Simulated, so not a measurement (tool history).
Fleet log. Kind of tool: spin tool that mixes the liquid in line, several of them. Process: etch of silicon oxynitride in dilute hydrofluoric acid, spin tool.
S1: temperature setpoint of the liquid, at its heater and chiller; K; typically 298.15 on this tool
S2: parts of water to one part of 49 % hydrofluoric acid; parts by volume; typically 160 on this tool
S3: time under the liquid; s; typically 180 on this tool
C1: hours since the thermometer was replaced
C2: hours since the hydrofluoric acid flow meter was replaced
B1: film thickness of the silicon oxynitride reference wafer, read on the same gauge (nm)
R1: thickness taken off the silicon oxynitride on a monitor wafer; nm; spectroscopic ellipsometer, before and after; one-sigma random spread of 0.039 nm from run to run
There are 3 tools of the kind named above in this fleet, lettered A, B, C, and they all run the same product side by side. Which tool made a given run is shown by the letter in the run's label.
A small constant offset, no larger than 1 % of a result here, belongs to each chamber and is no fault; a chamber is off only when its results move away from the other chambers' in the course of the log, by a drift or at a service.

run 1C hour=4.5 | S1=298.15 S2=160 S3=180 | C1=1061.4 C2=98.6 | B1=70.005 | R1=1.58510
run 2A hour=12.6 | S1=298.15 S2=160 S3=180 | C1=426.7 C2=394.0 | B1=70.026 | R1=1.56980
run 3B hour=17.7 | S1=298.15 S2=160 S3=180 | C1=1980.3 C2=256.6 | B1=70.000 | R1=1.63910
run 4A hour=22.2 | S1=298.15 S2=160 S3=180 | C1=436.3 C2=403.6 | B1=70.032 | R1=1.68600
run 5C hour=27.9 | S1=298.15 S2=160 S3=180 | C1=1084.8 C2=122.0 | B1=69.989 | R1=1.59830
-- hour=35.6 chamber B: thermometer replaced
run 6B hour=35.8 | S1=298.15 S2=220 S3=75 | C1=0.3 C2=274.7 | B1=70.003 | R1=0.45898
run 7C hour=42.3 | S1=298.15 S2=220 S3=75 | C1=1099.2 C2=136.4 | B1=70.006 | R1=0.48152
run 8B hour=51.1 | S1=298.15 S2=220 S3=75 | C1=15.6 C2=290.0 | B1=70.012 | R1=0.47341
run 9A hour=56.6 | S1=298.15 S2=160 S3=180 | C1=470.7 C2=438.0 | B1=69.994 | R1=1.53660
run 10C hour=61.6 | S1=298.15 S2=160 S3=180 | C1=1118.5 C2=155.7 | B1=69.973 | R1=1.53810
run 11A hour=66.4 | S1=298.15 S2=160 S3=180 | C1=480.5 C2=447.8 | B1=69.988 | R1=1.64900
run 12B hour=71.6 | S1=298.15 S2=160 S3=180 | C1=36.1 C2=310.5 | B1=70.013 | R1=1.63880
run 13A hour=75.8 | S1=298.15 S2=160 S3=180 | C1=489.9 C2=457.2 | B1=69.998 | R1=1.62600
run 14C hour=83.7 | S1=298.15 S2=160 S3=180 | C1=1140.6 C2=177.8 | B1=69.986 | R1=1.58790
run 15B hour=90.6 | S1=298.15 S2=160 S3=180 | C1=55.1 C2=329.5 | B1=70.011 | R1=1.60710
run 16A hour=99.5 | S1=298.15 S2=160 S3=180 | C1=513.6 C2=480.9 | B1=70.009 | R1=1.56570
run 17B hour=105.6 | S1=298.15 S2=160 S3=180 | C1=70.1 C2=344.5 | B1=70.004 | R1=1.57740
run 18C hour=110.1 | S1=298.15 S2=160 S3=180 | C1=1167.0 C2=204.2 | B1=70.010 | R1=1.61630
run 19B hour=116.8 | S1=298.15 S2=200 S3=180 | C1=81.3 C2=355.7 | B1=69.999 | R1=1.21880
run 20C hour=123.9 | S1=298.15 S2=200 S3=180 | C1=1180.8 C2=218.0 | B1=70.002 | R1=1.28580
run 21A hour=129.8 | S1=298.15 S2=200 S3=180 | C1=543.9 C2=511.2 | B1=70.018 | R1=1.22390
run 22B hour=136.4 | S1=298.15 S2=160 S3=180 | C1=100.9 C2=375.3 | B1=70.000 | R1=1.68990
run 23A hour=140.7 | S1=298.15 S2=160 S3=180 | C1=554.8 C2=522.1 | B1=70.011 | R1=1.69590
run 24C hour=146.9 | S1=298.15 S2=160 S3=180 | C1=1203.8 C2=241.0 | B1=70.003 | R1=1.56850
run 25C hour=154.7 | S1=298.15 S2=160 S3=180 | C1=1211.6 C2=248.8 | B1=70.007 | R1=1.58530
run 26A hour=162.6 | S1=298.15 S2=160 S3=180 | C1=576.7 C2=544.0 | B1=70.000 | R1=1.61540
run 27B hour=171.9 | S1=298.15 S2=160 S3=180 | C1=136.4 C2=410.8 | B1=69.997 | R1=1.62510
run 28B hour=176.1 | S1=298.15 S2=160 S3=180 | C1=140.6 C2=415.0 | B1=69.998 | R1=1.59110
run 29C hour=180.3 | S1=298.15 S2=160 S3=180 | C1=1237.2 C2=274.4 | B1=69.981 | R1=1.56480
run 30A hour=189.3 | S1=298.15 S2=160 S3=180 | C1=603.4 C2=570.7 | B1=70.014 | R1=1.60820
run 31B hour=195.4 | S1=298.15 S2=160 S3=180 | C1=159.9 C2=434.3 | B1=69.990 | R1=1.64130
run 32A hour=202.5 | S1=298.15 S2=160 S3=180 | C1=616.6 C2=583.9 | B1=69.988 | R1=1.63250
run 33C hour=207.1 | S1=298.15 S2=160 S3=180 | C1=1264.0 C2=301.2 | B1=69.972 | R1=1.54380
run 34C hour=211.3 | S1=298.15 S2=160 S3=180 | C1=1268.2 C2=305.4 | B1=70.008 | R1=1.57170
run 35A hour=216.4 | S1=298.15 S2=160 S3=180 | C1=630.5 C2=597.8 | B1=70.010 | R1=1.61400
run 36B hour=221.4 | S1=298.15 S2=160 S3=180 | C1=185.9 C2=460.3 | B1=69.992 | R1=1.61800

Next, all 3 chambers run the settings below, one line each with question marks for the results. What does each chamber give?
run 37A hour=228.1 | S1=295.65 S2=160 S3=180 | R1=?
run 37B hour=228.1 | S1=295.65 S2=160 S3=180 | R1=?
run 37C hour=228.1 | S1=295.65 S2=160 S3=180 | R1=?

run=37A R1=1.43350
run=37B R1=1.46980
run=37C R1=1.40430
